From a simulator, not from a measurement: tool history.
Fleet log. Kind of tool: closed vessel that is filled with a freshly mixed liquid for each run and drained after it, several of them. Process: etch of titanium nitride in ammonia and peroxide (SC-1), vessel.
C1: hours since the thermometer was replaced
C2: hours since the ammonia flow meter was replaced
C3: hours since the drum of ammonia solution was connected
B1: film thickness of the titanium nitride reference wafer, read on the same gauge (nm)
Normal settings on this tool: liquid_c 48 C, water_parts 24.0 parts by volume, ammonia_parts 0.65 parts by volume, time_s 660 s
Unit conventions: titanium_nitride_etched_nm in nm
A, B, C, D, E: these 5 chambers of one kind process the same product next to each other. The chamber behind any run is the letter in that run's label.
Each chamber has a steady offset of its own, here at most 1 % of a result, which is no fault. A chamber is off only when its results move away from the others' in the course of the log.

run 1E hour=3.4 | liquid_c=48 water_parts=24.0 ammonia_parts=0.65 time_s=660 | C1=1350.0 C2=1206.4 C3=885.6 | B1=39.967 | titanium_nitride_etched_nm=15.3670
-- hour=4.7 chamber B: thermometer replaced
run 2D hour=8.7 | liquid_c=48 water_parts=24.0 ammonia_parts=0.65 time_s=660 | C1=638.9 C2=1154.9 C3=722.7 | B1=39.973 | titanium_nitride_etched_nm=15.2400
-- hour=9.9 chamber B: new drum of ammonia solution connected
run 3C hour=12.0 | liquid_c=48 water_parts=24.0 ammonia_parts=0.65 time_s=660 | C1=595.9 C2=36.2 C3=35.2 | B1=39.993 | titanium_nitride_etched_nm=15.3060
run 4A hour=16.6 | liquid_c=48 water_parts=24.0 ammonia_parts=0.65 time_s=660 | C1=1031.8 C2=330.1 C3=180.2 | B1=39.974 | titanium_nitride_etched_nm=15.4290
run 5B hour=23.7 | liquid_c=48 water_parts=24.0 ammonia_parts=0.65 time_s=660 | C1=19.1 C2=681.2 C3=13.9 | B1=39.983 | titanium_nitride_etched_nm=15.4240
run 6B hour=27.0 | liquid_c=48 water_parts=24.0 ammonia_parts=0.65 time_s=660 | C1=22.4 C2=684.5 C3=17.2 | B1=39.977 | titanium_nitride_etched_nm=15.5070
run 7E hour=30.2 | liquid_c=48 water_parts=24.0 ammonia_parts=0.65 time_s=660 | C1=1376.8 C2=1233.2 C3=912.4 | B1=40.003 | titanium_nitride_etched_nm=15.2620
run 8A hour=34.8 | liquid_c=48 water_parts=24.0 ammonia_parts=0.65 time_s=660 | C1=1050.0 C2=348.3 C3=198.4 | B1=39.981 | titanium_nitride_etched_nm=15.4990
run 9C hour=41.3 | liquid_c=48 water_parts=24.0 ammonia_parts=0.65 time_s=660 | C1=625.2 C2=65.5 C3=64.5 | B1=39.998 | titanium_nitride_etched_nm=15.3830
run 10D hour=46.3 | liquid_c=48 water_parts=24.0 ammonia_parts=0.65 time_s=660 | C1=676.5 C2=1192.5 C3=760.3 | B1=40.020 | titanium_nitride_etched_nm=15.2570
run 11B hour=52.2 | liquid_c=48 water_parts=24.0 ammonia_parts=0.65 time_s=660 | C1=47.6 C2=709.7 C3=42.4 | B1=40.032 | titanium_nitride_etched_nm=15.4250
run 12C hour=56.8 | liquid_c=48 water_parts=24.0 ammonia_parts=0.65 time_s=660 | C1=640.7 C2=81.0 C3=80.0 | B1=40.024 | titanium_nitride_etched_nm=15.4090
run 13A hour=62.3 | liquid_c=48 water_parts=24.0 ammonia_parts=0.65 time_s=395 | C1=1077.5 C2=375.8 C3=225.9 | B1=39.989 | titanium_nitride_etched_nm=9.3066
-- hour=66.0 chamber A: thermometer replaced
run 14E hour=68.9 | liquid_c=48 water_parts=24.0 ammonia_parts=0.65 time_s=395 | C1=1415.5 C2=1271.9 C3=951.1 | B1=39.980 | titanium_nitride_etched_nm=9.0894
run 15D hour=72.7 | liquid_c=48 water_parts=24.0 ammonia_parts=0.65 time_s=395 | C1=702.9 C2=1218.9 C3=786.7 | B1=39.999 | titanium_nitride_etched_nm=9.1300
-- hour=74.6 chamber D: new drum of ammonia solution connected
run 16B hour=79.3 | liquid_c=48 water_parts=24.0 ammonia_parts=0.65 time_s=395 | C1=74.7 C2=736.8 C3=69.5 | B1=40.006 | titanium_nitride_etched_nm=9.2685
run 17E hour=84.2 | liquid_c=48 water_parts=24.0 ammonia_parts=0.65 time_s=395 | C1=1430.8 C2=1287.2 C3=966.4 | B1=40.020 | titanium_nitride_etched_nm=9.0826
-- hour=85.2 chamber E: new drum of ammonia solution connected
run 18D hour=89.1 | liquid_c=48 water_parts=24.0 ammonia_parts=0.65 time_s=660 | C1=719.3 C2=1235.3 C3=14.6 | B1=40.005 | titanium_nitride_etched_nm=15.4140
run 19C hour=95.8 | liquid_c=48 water_parts=24.0 ammonia_parts=0.65 time_s=660 | C1=679.7 C2=120.0 C3=119.0 | B1=39.977 | titanium_nitride_etched_nm=15.2990
run 20A hour=100.8 | liquid_c=48 water_parts=24.0 ammonia_parts=0.65 time_s=660 | C1=34.8 C2=414.3 C3=264.4 | B1=39.979 | titanium_nitride_etched_nm=15.4820
run 21A hour=107.3 | liquid_c=48 water_parts=24.0 ammonia_parts=0.65 time_s=660 | C1=41.3 C2=420.8 C3=270.9 | B1=39.983 | titanium_nitride_etched_nm=15.5220
run 22B hour=114.2 | liquid_c=48 water_parts=24.0 ammonia_parts=0.65 time_s=660 | C1=109.6 C2=771.7 C3=104.4 | B1=40.004 | titanium_nitride_etched_nm=15.2990
run 23C hour=119.0 | liquid_c=48 water_parts=24.0 ammonia_parts=0.65 time_s=660 | C1=702.9 C2=143.2 C3=142.2 | B1=40.015 | titanium_nitride_etched_nm=15.2870
run 24D hour=122.2 | liquid_c=48 water_parts=24.0 ammonia_parts=0.65 time_s=660 | C1=752.4 C2=1268.4 C3=47.7 | B1=39.961 | titanium_nitride_etched_nm=15.1940
-- hour=123.7 chamber A: new drum of ammonia solution connected
run 25E hour=128.8 | liquid_c=48 water_parts=24.0 ammonia_parts=0.65 time_s=660 | C1=1475.4 C2=1331.8 C3=43.7 | B1=39.987 | titanium_nitride_etched_nm=14.8820
run 26B hour=132.8 | liquid_c=48 water_parts=24.0 ammonia_parts=0.65 time_s=660 | C1=128.2 C2=790.3 C3=123.0 | B1=40.018 | titanium_nitride_etched_nm=15.6030
run 27E hour=139.2 | liquid_c=48 water_parts=24.0 ammonia_parts=0.65 time_s=660 | C1=1485.8 C2=1342.2 C3=54.1 | B1=39.982 | titanium_nitride_etched_nm=14.8970
run 28C hour=145.8 | liquid_c=48 water_parts=24.0 ammonia_parts=0.65 time_s=660 | C1=729.7 C2=170.0 C3=169.0 | B1=40.009 | titanium_nitride_etched_nm=15.4230
run 29D hour=151.9 | liquid_c=48 water_parts=24.0 ammonia_parts=0.65 time_s=660 | C1=782.1 C2=1298.1 C3=77.4 | B1=39.979 | titanium_nitride_etched_nm=15.3500
run 30A hour=155.6 | liquid_c=48 water_parts=24.0 ammonia_parts=0.65 time_s=660 | C1=89.6 C2=469.1 C3=31.9 | B1=40.021 | titanium_nitride_etched_nm=15.5250
run 31E hour=159.9 | liquid_c=48 water_parts=32.5 ammonia_parts=0.65 time_s=345 | C1=1506.5 C2=1362.9 C3=74.8 | B1=40.024 | titanium_nitride_etched_nm=6.5091
run 32B hour=164.9 | liquid_c=48 water_parts=32.5 ammonia_parts=0.65 time_s=345 | C1=160.3 C2=822.4 C3=155.1 | B1=40.001 | titanium_nitride_etched_nm=6.7882
run 33D hour=170.8 | liquid_c=48 water_parts=32.5 ammonia_parts=0.65 time_s=345 | C1=801.0 C2=1317.0 C3=96.3 | B1=39.983 | titanium_nitride_etched_nm=6.7286
run 34C hour=177.2 | liquid_c=48 water_parts=32.5 ammonia_parts=0.65 time_s=345 | C1=761.1 C2=201.4 C3=200.4 | B1=39.996 | titanium_nitride_etched_nm=6.7768
run 35A hour=181.1 | liquid_c=48 water_parts=32.5 ammonia_parts=0.65 time_s=345 | C1=115.1 C2=494.6 C3=57.4 | B1=39.983 | titanium_nitride_etched_nm=6.8105
run 36B hour=187.3 | liquid_c=48 water_parts=24.0 ammonia_parts=0.65 time_s=660 | C1=182.7 C2=844.8 C3=177.5 | B1=40.000 | titanium_nitride_etched_nm=15.4500
run 37C hour=190.4 | liquid_c=48 water_parts=24.0 ammonia_parts=0.65 time_s=660 | C1=774.3 C2=214.6 C3=213.6 | B1=40.024 | titanium_nitride_etched_nm=15.3360
run 38E hour=193.8 | liquid_c=48 water_parts=24.0 ammonia_parts=0.65 time_s=660 | C1=1540.4 C2=1396.8 C3=108.7 | B1=40.006 | titanium_nitride_etched_nm=14.8480
run 39A hour=198.0 | liquid_c=48 water_parts=24.0 ammonia_parts=0.65 time_s=660 | C1=132.0 C2=511.5 C3=74.3 | B1=40.001 | titanium_nitride_etched_nm=15.4560
run 40D hour=201.9 | liquid_c=48 water_parts=24.0 ammonia_parts=0.65 time_s=660 | C1=832.1 C2=1348.1 C3=127.4 | B1=40.005 | titanium_nitride_etched_nm=15.2960
run 41D hour=206.4 | liquid_c=48 water_parts=24.0 ammonia_parts=0.65 time_s=660 | C1=836.6 C2=1352.6 C3=131.9 | B1=39.980 | titanium_nitride_etched_nm=15.2360
run 42B hour=211.6 | liquid_c=48 water_parts=24.0 ammonia_parts=0.65 time_s=660 | C1=207.0 C2=869.1 C3=201.8 | B1=39.995 | titanium_nitride_etched_nm=15.5240
run 43C hour=216.7 | liquid_c=48 water_parts=24.0 ammonia_parts=0.65 time_s=660 | C1=800.6 C2=240.9 C3=239.9 | B1=40.051 | titanium_nitride_etched_nm=15.3180
run 44E hour=223.5 | liquid_c=48 water_parts=24.0 ammonia_parts=0.65 time_s=660 | C1=1570.1 C2=1426.5 C3=138.4 | B1=40.002 | titanium_nitride_etched_nm=14.5840

Is one chamber out of step, is the gauge drifting, or do the chambers differ by no more than their own small offsets? For an off chamber, give its letter and the likeliest cause.

Little by little, chamber E moves away from the other chambers.
Likeliest cause: liquid colder than its thermometer reads (K) = 0.6.

Which of the 4 candidates below, each the usual settings with something changed and its results left as question marks, puts chamber E back in line with what the other chambers give on the usual settings?
A result is in line if it is within this distance of the other chambers' mean on the usual settings: titanium_nitride_etched_nm 0.2800 nm
run 45E-1 hour=228.6 | liquid_c=48.0 water_parts=24.0 ammonia_parts=0.65 time_s=725 | titanium_nitride_etched_nm=?
run 45E-2 hour=228.6 | liquid_c=48.0 water_parts=24.0 ammonia_parts=0.65 time_s=595 | titanium_nitride_etched_nm=?
run 45E-3 hour=228.6 | liquid_c=48.0 water_parts=24.0 ammonia_parts=0.85 time_s=660 | titanium_nitride_etched_nm=?
run 45E-4 hour=228.6 | liquid_c=47.5 water_parts=24.0 ammonia_parts=0.65 time_s=650 | titanium_nitride_etched_nm=?

Usual-settings mean across the other chambers: titanium_nitride_etched_nm 15.3710 nm
run=45E-1 titanium_nitride_etched_nm=16.0930
run=45E-2 titanium_nitride_etched_nm=13.2070
run=45E-3 titanium_nitride_etched_nm=15.3750
run=45E-4 titanium_nitride_etched_nm=13.9250
It is 45E-3 that realigns the chamber with its peers.

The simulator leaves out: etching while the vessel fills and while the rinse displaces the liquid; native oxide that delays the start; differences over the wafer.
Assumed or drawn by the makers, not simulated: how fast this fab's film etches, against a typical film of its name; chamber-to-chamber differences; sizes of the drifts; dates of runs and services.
